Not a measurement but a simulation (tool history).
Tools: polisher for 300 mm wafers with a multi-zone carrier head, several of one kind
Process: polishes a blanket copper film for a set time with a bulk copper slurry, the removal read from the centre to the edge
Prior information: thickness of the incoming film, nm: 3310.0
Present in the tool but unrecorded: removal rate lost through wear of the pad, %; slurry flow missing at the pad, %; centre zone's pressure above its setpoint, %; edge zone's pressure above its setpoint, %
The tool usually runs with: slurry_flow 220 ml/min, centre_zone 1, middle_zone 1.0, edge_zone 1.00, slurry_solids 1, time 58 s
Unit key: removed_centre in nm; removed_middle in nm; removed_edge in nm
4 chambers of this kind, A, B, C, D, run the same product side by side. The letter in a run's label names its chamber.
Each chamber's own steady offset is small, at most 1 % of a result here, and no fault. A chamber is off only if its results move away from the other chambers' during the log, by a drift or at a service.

run,hour,slurry_flow,centre_zone,middle_zone,edge_zone,slurry_solids,time,wafers polished on this pad,hours since the slurry nozzle was cleaned,hours since the centre zone pressure was calibrated,hours since the edge zone pressure was calibrated,removed_centre,removed_middle,removed_edge
1A,13.8,220,1,1.0,1.00,1,58,124,446.8,693.3,300.7,351.37,347.77,345.05
2B,22.4,220,1,1.0,1.00,1,58,632,296.1,963.1,416.9,353.68,348.44,341.35
3D,33.4,220,1,1.0,1.00,1,58,379,300.9,448.2,273.7,351.86,349.44,346.21
# hour 40.5: chamber C: slurry nozzle cleaned
4C,40.5,220,1,1.0,1.00,1,58,580,0.0,253.6,848.0,344.94,345.10,344.77
5C,47.4,220,1,1.0,1.00,1,58,629,6.9,260.5,854.9,347.11,347.78,349.64
# hour 50.3: chamber C: worn pad replaced by a new one
# hour 51.3: chamber B: centre zone pressure recalibrated
# hour 52.3: chamber B: slurry nozzle cleaned
6B,59.1,220,1,1.0,1.00,1,58,894,6.9,7.9,453.6,351.78,346.95,345.27
# hour 65.8: chamber D: centre zone pressure recalibrated
7A,66.1,220,1,1.0,1.00,1,58,498,499.1,745.6,353.0,348.71,348.82,347.54
8D,73.9,220,1,1.0,1.00,1,58,669,341.4,8.2,314.2,354.23,347.19,352.02
9D,84.2,220,1,1.0,1.00,1,58,742,351.7,18.5,324.5,352.94,348.62,346.25
# hour 84.8: chamber D: worn pad replaced by a new one
10B,93.5,220,1,1.0,1.00,1,58,1140,41.3,42.3,488.0,346.42,342.59,354.26
11A,102.8,220,1,1.0,1.00,1,58,760,535.8,782.3,389.7,342.28,347.77,355.24
12C,111.4,220,1,1.0,1.00,1,58,436,70.9,324.5,918.9,350.83,347.01,346.15
# hour 121.6: chamber A: worn pad replaced by a new one
13B,122.4,220,1,1.0,1.00,1,58,1346,70.2,71.2,516.9,348.55,342.78,349.18
14C,132.7,220,1,1.0,1.00,1,58,588,92.2,345.8,940.2,341.25,343.13,340.08
# hour 140.2: chamber C: worn pad replaced by a new one
15A,140.4,220,1,0.9,1.07,1,58,134,573.4,819.9,427.3,352.66,314.45,356.40
# hour 141.4: chamber C: centre zone pressure recalibrated
16D,148.6,220,1,0.9,1.07,1,58,456,416.1,82.9,388.9,352.05,314.16,360.57
17D,161.4,220,1,0.9,1.07,1,58,547,428.9,95.7,401.7,349.87,315.36,354.77
# hour 165.0: chamber A: edge zone pressure recalibrated
18A,168.5,220,1,0.9,1.07,1,58,335,601.5,848.0,3.6,351.37,314.96,362.84
# hour 177.2: chamber A: slurry nozzle cleaned
# hour 180.7: chamber D: worn pad replaced by a new one
19C,182.2,220,1,1.0,1.00,1,58,300,141.7,40.8,989.7,348.63,351.20,350.94
20B,190.2,220,1,1.0,1.00,1,58,1830,138.0,139.0,584.7,348.94,344.60,339.85
21C,198.3,220,1,1.0,1.00,1,58,415,157.8,56.9,1005.8,351.96,342.50,346.16
22D,209.5,220,1,1.0,1.12,1,58,206,477.0,143.8,449.8,342.88,348.86,370.37
23A,217.7,220,1,1.0,1.12,1,58,686,40.5,897.2,52.8,347.31,351.87,367.18
24B,229.4,220,1,1.0,1.12,1,58,2110,177.2,178.2,623.9,342.82,339.14,354.17
25A,243.3,220,1,1.0,1.12,1,58,869,66.1,922.8,78.4,352.18,346.21,360.47
# hour 245.3: chamber A: worn pad replaced by a new one
26B,250.2,220,1,1.0,1.00,1,58,2259,198.0,199.0,644.7,342.69,341.43,329.30
# hour 251.1: chamber C: worn pad replaced by a new one
# hour 251.8: chamber C: edge zone pressure recalibrated
27D,257.5,220,1,1.0,1.00,1,58,549,525.0,191.8,497.8,353.23,346.05,348.02
# hour 268.5: chamber D: worn pad replaced by a new one
28C,269.5,245,1,1.0,1.00,1,58,131,229.0,128.1,17.7,360.67,350.81,344.87
29B,276.2,245,1,1.0,1.00,1,58,2445,224.0,225.0,670.7,343.06,338.71,345.07
30D,285.4,245,1,1.0,1.00,1,58,121,552.9,219.7,525.7,351.84,358.09,348.77
31C,298.6,245,1,1.0,1.00,1,58,339,258.1,157.2,46.8,352.06,350.26,343.96
32A,308.4,220,1,1.0,1.00,1,58,451,131.2,987.9,143.5,352.09,348.40,350.94
33D,317.1,220,1,1.0,1.00,1,58,347,584.6,251.4,557.4,346.97,351.11,346.88
34A,326.0,150,1,1.0,1.00,1,58,576,148.8,1005.5,161.1,325.96,333.28,334.57
# hour 326.6: chamber B: slurry nozzle cleaned
35B,335.6,150,1,1.0,1.00,1,58,2869,9.1,284.4,730.1,309.57,303.57,307.37
36C,342.1,150,1,1.0,1.00,1,58,650,301.6,200.7,90.3,328.23,326.73,332.20
# hour 352.7: chamber D: worn pad replaced by a new one
37B,353.3,150,1,1.0,1.00,1,58,2995,26.8,302.1,747.8,307.98,303.71,318.15
# hour 359.2: chamber C: worn pad replaced by a new one
38A,362.7,220,1,1.0,1.00,1,58,838,185.5,1042.2,197.8,348.92,352.44,351.27
39C,374.4,220,1,1.0,1.00,1,58,108,333.9,233.0,122.6,346.24,339.45,346.79
40D,381.2,220,1,1.0,1.00,1,58,203,648.7,315.5,621.5,354.92,345.12,343.63
41B,392.9,245,1,1.0,1.00,1,58,3278,66.4,341.7,787.4,325.60,324.41,324.66
42D,404.0,245,1,1.0,1.00,1,58,366,671.5,338.3,644.3,354.91,357.86,354.75

Which is it: a chamber that has drifted or been left off by a service, a gauge drift common to all chambers, or only each chamber's usual small offset? If a chamber is off, name it and its likeliest cause.

Little by little, chamber B moves away from the other chambers.
Most likely cause: removal rate lost through wear of the pad, % = 9.22.

Below are 4 candidate recipes for chamber B's next run, each the usual settings with a change, their results shown as question marks. Which of them brings B's results back in line with what the other chambers give on the usual settings?
In line here means within this much of the mean the other chambers give on the usual settings: removed_centre 11.00 nm; removed_middle 10.00 nm; removed_edge 14.00 nm
43B-1,414.3,220,1,1.0,1.00,1,53,,,,,?,?,?
43B-2,414.3,220,1,1.0,1.00,1,56,,,,,?,?,?
43B-3,414.3,220,1,1.0,1.00,1,64,,,,,?,?,?
43B-4,414.3,220,1,1.0,1.00,1,60,,,,,?,?,?

Usual-settings mean across the other chambers: removed_centre 349.85 nm; removed_middle 347.50 nm; removed_edge 347.29 nm
run,removed_centre,removed_middle,removed_edge
43B-1,288.48,289.31,289.90
43B-2,304.80,305.69,306.31
43B-3,348.35,349.36,350.07
43B-4,326.58,327.52,328.19
The right change is 43B-3: it brings the chamber back within the allowed miss of the others.
